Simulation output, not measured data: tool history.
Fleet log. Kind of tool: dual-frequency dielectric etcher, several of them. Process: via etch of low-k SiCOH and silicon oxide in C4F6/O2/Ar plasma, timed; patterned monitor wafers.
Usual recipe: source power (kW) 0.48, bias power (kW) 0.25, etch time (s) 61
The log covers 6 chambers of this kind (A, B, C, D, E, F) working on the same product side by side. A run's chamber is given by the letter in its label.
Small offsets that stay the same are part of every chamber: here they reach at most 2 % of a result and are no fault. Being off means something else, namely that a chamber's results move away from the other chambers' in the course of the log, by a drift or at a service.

run,hour,source power (kW),bias power (kW),etch time (s),"read-back reference wafer on the same gauge, depth_nm",mean etch depth across the wafer (Å)
1C,12.3,0.48,0.25,61,167.83,2057.5
2A,18.8,0.48,0.25,61,167.91,2040.4
3E,26.4,0.48,0.25,61,168.05,2050.2
4D,34.7,0.48,0.25,61,167.77,2004.6
5B,46.9,0.48,0.25,61,167.95,2022
6F,52.7,0.48,0.25,61,167.95,2036.7
7F,60.8,0.48,0.25,61,168.01,2035.1
8D,67.5,0.48,0.25,61,168.05,2003.8
9B,78.1,0.48,0.25,49.5,168.1,1650.9
10A,88.4,0.48,0.25,49.5,168.31,1654.2
# hour 96.2: chamber B: wet clean of the chamber
11C,96.6,0.48,0.25,49.5,168.08,1668.6
12E,103.1,0.48,0.25,49.5,168,1641.8
13D,108.7,0.48,0.25,49.5,168.08,1615.1
14A,116.2,0.48,0.25,49.5,167.94,1661.3
# hour 117.8: chamber A: wet clean of the chamber
15C,122.6,0.48,0.25,61,168.07,2046.3
16F,129.9,0.48,0.25,61,168.04,2044.2
17E,141.6,0.48,0.25,61,168.07,2052.8
18B,153.4,0.48,0.25,61,168.09,2017
19D,163.5,0.48,0.25,61,168.02,1982.9
# hour 166.6: chamber A: source power generator calibrated
20E,176.1,0.48,0.25,61,167.8,2052.7
21C,181.8,0.48,0.25,61,168.06,2066.1
22F,194.1,0.48,0.25,61,167.92,2033
23B,204.3,0.48,0.25,61,168.09,2020.9
24A,211.4,0.48,0.25,61,168.15,2058.3
25B,220.7,0.48,0.25,61,167.9,2035.7
26D,229.7,0.48,0.25,61,167.88,1975.6
27C,238.6,0.48,0.25,61,168.06,2068.9
28F,247,0.48,0.25,61,168.25,2031.8
29E,253.3,0.48,0.25,61,167.81,2025.3
30A,259.5,0.48,0.25,61,167.95,2032.4
31B,267.5,0.48,0.25,61,168.13,2021.6
32F,273.3,0.48,0.25,61,167.76,2029.6
33A,284.2,0.58,0.25,48,167.87,1717.6
34E,291.1,0.58,0.25,48,167.95,1715.2
35D,301.7,0.58,0.25,48,168.07,1658.5
36C,311.9,0.58,0.25,48,168.14,1746.8

All 6 chambers run these settings next. Forecast each chamber's results:
37A,321,0.48,0.196,61,,?
37B,321,0.48,0.196,61,,?
37C,321,0.48,0.196,61,,?
37D,321,0.48,0.196,61,,?
37E,321,0.48,0.196,61,,?
37F,321,0.48,0.196,61,,?

run,mean etch depth across the wafer (Å)
37A,1882.6
37B,1866.8
37C,1890.9
37D,1810.7
37E,1900.2
37F,1873.4
